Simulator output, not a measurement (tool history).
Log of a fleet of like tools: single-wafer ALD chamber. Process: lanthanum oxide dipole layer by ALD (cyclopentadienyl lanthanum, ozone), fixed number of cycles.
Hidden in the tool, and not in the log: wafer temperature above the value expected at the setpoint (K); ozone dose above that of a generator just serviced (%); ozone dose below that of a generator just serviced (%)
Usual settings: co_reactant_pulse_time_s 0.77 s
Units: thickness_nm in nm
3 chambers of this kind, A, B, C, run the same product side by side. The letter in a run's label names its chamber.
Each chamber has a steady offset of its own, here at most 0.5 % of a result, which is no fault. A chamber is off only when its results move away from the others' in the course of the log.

run,hour,co_reactant_pulse_time_s,hours since the last thermocouple change,hours since the last ozone generator service,"read-back reference wafer on the same gauge, thickness_nm",thickness_nm
1A,11.3,0.77,1015.4,918.7,0.40712,0.45708
2C,22.6,0.77,1224.0,574.8,0.40707,0.45569
3B,32.8,0.77,1179.9,356.3,0.40718,0.45271
4B,40.8,0.77,1187.9,364.3,0.40728,0.45273
5A,48.0,0.92,1052.1,955.4,0.40742,0.48949
6C,63.9,0.92,1265.3,616.1,0.40741,0.49028
7B,76.1,0.92,1223.2,399.6,0.40752,0.48485
# hour 82.5: chamber B: thermocouple changed; heater temperature recalibrated
8C,88.1,0.77,1289.5,640.3,0.40750,0.45741
9A,103.1,0.77,1107.2,1010.5,0.40786,0.45817
10B,114.6,0.77,32.1,438.1,0.40770,0.45265
11C,122.7,0.77,1324.1,674.9,0.40776,0.45685
12A,131.0,0.77,1135.1,1038.4,0.40794,0.45755
13C,143.8,0.77,1345.2,696.0,0.40803,0.45780
14B,157.5,0.77,75.0,481.0,0.40802,0.45323
15A,167.3,0.77,1171.4,1074.7,0.40801,0.45874
16A,176.1,0.77,1180.2,1083.5,0.40825,0.45835
17B,183.5,0.77,101.0,507.0,0.40817,0.45236
18C,194.0,0.77,1395.4,746.2,0.40827,0.45728
19C,201.2,0.77,1402.6,753.4,0.40841,0.45725
20B,215.9,0.77,133.4,539.4,0.40862,0.45431
21A,226.4,0.77,1230.5,1133.8,0.40862,0.45804
22C,239.1,0.77,1440.5,791.3,0.40868,0.45804
23B,254.5,0.77,172.0,578.0,0.40868,0.45401
24A,268.6,0.77,1272.7,1176.0,0.40877,0.45857
25B,276.4,0.58,193.9,599.9,0.40896,0.39590
26A,290.1,0.58,1294.2,1197.5,0.40905,0.40189

Is one chamber off against the others, does the gauge drift, or is nothing wrong? If a chamber is off, say which, and what the likeliest cause is.

The gauge drifts, so all chambers seem to drift together. No chamber is off.
Cause: gauge reads high (%) = 0.509.
